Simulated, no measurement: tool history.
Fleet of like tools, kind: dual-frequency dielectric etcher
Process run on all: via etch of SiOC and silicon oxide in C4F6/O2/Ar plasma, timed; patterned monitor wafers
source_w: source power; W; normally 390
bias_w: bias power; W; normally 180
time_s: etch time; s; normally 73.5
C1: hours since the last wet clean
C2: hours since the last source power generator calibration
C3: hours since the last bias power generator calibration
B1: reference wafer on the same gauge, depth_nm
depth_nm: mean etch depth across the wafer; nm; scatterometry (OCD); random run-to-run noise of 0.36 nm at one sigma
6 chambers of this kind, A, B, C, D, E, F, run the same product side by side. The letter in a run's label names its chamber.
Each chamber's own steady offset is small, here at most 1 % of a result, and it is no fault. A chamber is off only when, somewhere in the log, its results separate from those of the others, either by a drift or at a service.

run 1C hour=4.6 | source_w=390 bias_w=180 time_s=73.5 | C1=321.7 C2=3584.3 C3=1954.4 | B1=90.11 | depth_nm=82.235
run 2E hour=11.2 | source_w=390 bias_w=180 time_s=73.5 | C1=54.3 C2=1463.4 C3=1600.3 | B1=90.169 | depth_nm=82.473
run 3D hour=16.9 | source_w=390 bias_w=180 time_s=73.5 | C1=286.6 C2=3222.9 C3=970.7 | B1=90.232 | depth_nm=82.454
run 4A hour=21.9 | source_w=390 bias_w=180 time_s=73.5 | C1=70.1 C2=2006.1 C3=138.1 | B1=90.15 | depth_nm=81.863
run 5F hour=28.7 | source_w=390 bias_w=180 time_s=73.5 | C1=138.8 C2=2222.2 C3=1232.9 | B1=90.061 | depth_nm=81.522
run 6B hour=34.1 | source_w=360 bias_w=180 time_s=80.5 | C1=279 C2=3845.3 C3=2005.8 | B1=90.125 | depth_nm=86.167
run 7B hour=38.8 | source_w=360 bias_w=180 time_s=80.5 | C1=283.7 C2=3850 C3=2010.5 | B1=90.147 | depth_nm=86.718
run 8A hour=42.8 | source_w=360 bias_w=180 time_s=80.5 | C1=91 C2=2027 C3=159 | B1=90.188 | depth_nm=86.857
run 9D hour=49.2 | source_w=360 bias_w=180 time_s=80.5 | C1=318.9 C2=3255.2 C3=1003 | B1=90.17 | depth_nm=88.379
run 10E hour=55.8 | source_w=360 bias_w=180 time_s=80.5 | C1=98.9 C2=1508 C3=1644.9 | B1=90.144 | depth_nm=86.998
-- hour=56.8 chamber C: wet clean of the chamber
run 11F hour=63.3 | source_w=360 bias_w=180 time_s=80.5 | C1=173.4 C2=2256.8 C3=1267.5 | B1=90.169 | depth_nm=87.034
run 12C hour=68 | source_w=390 bias_w=180 time_s=73.5 | C1=11.3 C2=3647.7 C3=2017.8 | B1=90.151 | depth_nm=81.729
run 13E hour=72.1 | source_w=390 bias_w=180 time_s=73.5 | C1=115.2 C2=1524.3 C3=1661.2 | B1=90.132 | depth_nm=82.44
run 14A hour=78.6 | source_w=390 bias_w=163 time_s=88 | C1=126.8 C2=2062.8 C3=194.8 | B1=90.053 | depth_nm=95.124
run 15B hour=83.1 | source_w=390 bias_w=163 time_s=88 | C1=328 C2=3894.3 C3=2054.8 | B1=90.096 | depth_nm=94.984
-- hour=84.6 chamber D: wet clean of the chamber
run 16F hour=88.9 | source_w=390 bias_w=163 time_s=88 | C1=199 C2=2282.4 C3=1293.1 | B1=90.154 | depth_nm=94.49
run 17D hour=96.3 | source_w=390 bias_w=163 time_s=88 | C1=11.7 C2=3302.3 C3=1050.1 | B1=90.042 | depth_nm=95.797
run 18C hour=103.1 | source_w=390 bias_w=163 time_s=88 | C1=46.4 C2=3682.8 C3=2052.9 | B1=89.977 | depth_nm=95.662
run 19E hour=110.9 | source_w=390 bias_w=163 time_s=88 | C1=154 C2=1563.1 C3=1700 | B1=90.13 | depth_nm=95.885
-- hour=113.6 chamber E: bias power generator calibrated
run 20C hour=118.8 | source_w=390 bias_w=180 time_s=73.5 | C1=62.1 C2=3698.5 C3=2068.6 | B1=90.116 | depth_nm=82.156
run 21F hour=122.7 | source_w=390 bias_w=180 time_s=73.5 | C1=232.8 C2=2316.2 C3=1326.9 | B1=89.968 | depth_nm=82.467
run 22D hour=127.9 | source_w=390 bias_w=180 time_s=73.5 | C1=43.3 C2=3333.9 C3=1081.7 | B1=90.13 | depth_nm=83.144
run 23A hour=131.7 | source_w=390 bias_w=180 time_s=73.5 | C1=179.9 C2=2115.9 C3=247.9 | B1=90.16 | depth_nm=82.157
run 24B hour=137.3 | source_w=390 bias_w=180 time_s=73.5 | C1=382.2 C2=3948.5 C3=2109 | B1=90.05 | depth_nm=81.782
run 25F hour=141.3 | source_w=390 bias_w=151 time_s=57 | C1=251.4 C2=2334.8 C3=1345.5 | B1=90.194 | depth_nm=59.712
run 26B hour=146.5 | source_w=390 bias_w=151 time_s=57 | C1=391.4 C2=3957.7 C3=2118.2 | B1=90.138 | depth_nm=59.641
run 27C hour=154.4 | source_w=390 bias_w=151 time_s=57 | C1=97.7 C2=3734.1 C3=2104.2 | B1=90.037 | depth_nm=60.167
run 28D hour=159.3 | source_w=390 bias_w=151 time_s=57 | C1=74.7 C2=3365.3 C3=1113.1 | B1=90.011 | depth_nm=60.8
run 29A hour=163.1 | source_w=390 bias_w=151 time_s=57 | C1=211.3 C2=2147.3 C3=279.3 | B1=90.166 | depth_nm=59.746
run 30E hour=167.8 | source_w=390 bias_w=151 time_s=57 | C1=210.9 C2=1620 C3=54.2 | B1=90.023 | depth_nm=60.275
run 31D hour=174.6 | source_w=390 bias_w=180 time_s=58.5 | C1=90 C2=3380.6 C3=1128.4 | B1=90.033 | depth_nm=65.852
run 32F hour=178.7 | source_w=390 bias_w=180 time_s=58.5 | C1=288.8 C2=2372.2 C3=1382.9 | B1=90.118 | depth_nm=65.073
run 33A hour=186.1 | source_w=390 bias_w=180 time_s=58.5 | C1=234.3 C2=2170.3 C3=302.3 | B1=90.051 | depth_nm=65.377
run 34C hour=191.5 | source_w=390 bias_w=180 time_s=58.5 | C1=134.8 C2=3771.2 C3=2141.3 | B1=90.105 | depth_nm=65.475
-- hour=195.7 chamber C: bias power generator calibrated
run 35B hour=199.4 | source_w=390 bias_w=180 time_s=58.5 | C1=444.3 C2=4010.6 C3=2171.1 | B1=90.164 | depth_nm=65.314
run 36E hour=206.6 | source_w=390 bias_w=180 time_s=58.5 | C1=249.7 C2=1658.8 C3=93 | B1=90.061 | depth_nm=65.339
run 37D hour=212.6 | source_w=390 bias_w=180 time_s=73.5 | C1=128 C2=3418.6 C3=1166.4 | B1=90.058 | depth_nm=83.493
run 38C hour=217.4 | source_w=390 bias_w=180 time_s=73.5 | C1=160.7 C2=3797.1 C3=21.8 | B1=90.138 | depth_nm=82.352
run 39F hour=224.8 | source_w=450 bias_w=180 time_s=90.5 | C1=334.9 C2=2418.3 C3=1429 | B1=90.066 | depth_nm=107.4
run 40B hour=231 | source_w=450 bias_w=180 time_s=90.5 | C1=475.9 C2=4042.2 C3=2202.7 | B1=90.092 | depth_nm=106.02
run 41E hour=235.1 | source_w=450 bias_w=180 time_s=90.5 | C1=278.2 C2=1687.3 C3=121.5 | B1=90.135 | depth_nm=106.72
run 42A hour=240.7 | source_w=450 bias_w=180 time_s=90.5 | C1=288.9 C2=2224.9 C3=356.9 | B1=90.15 | depth_nm=108

Decide between three cases: one chamber stands off from its peers, the gauge reading all wafers drifts, or nothing is wrong past each chamber's small offset. Where a chamber is off, say which and what most likely put it there.

No chamber stands off beyond its own small offset, and the gauge holds steady.
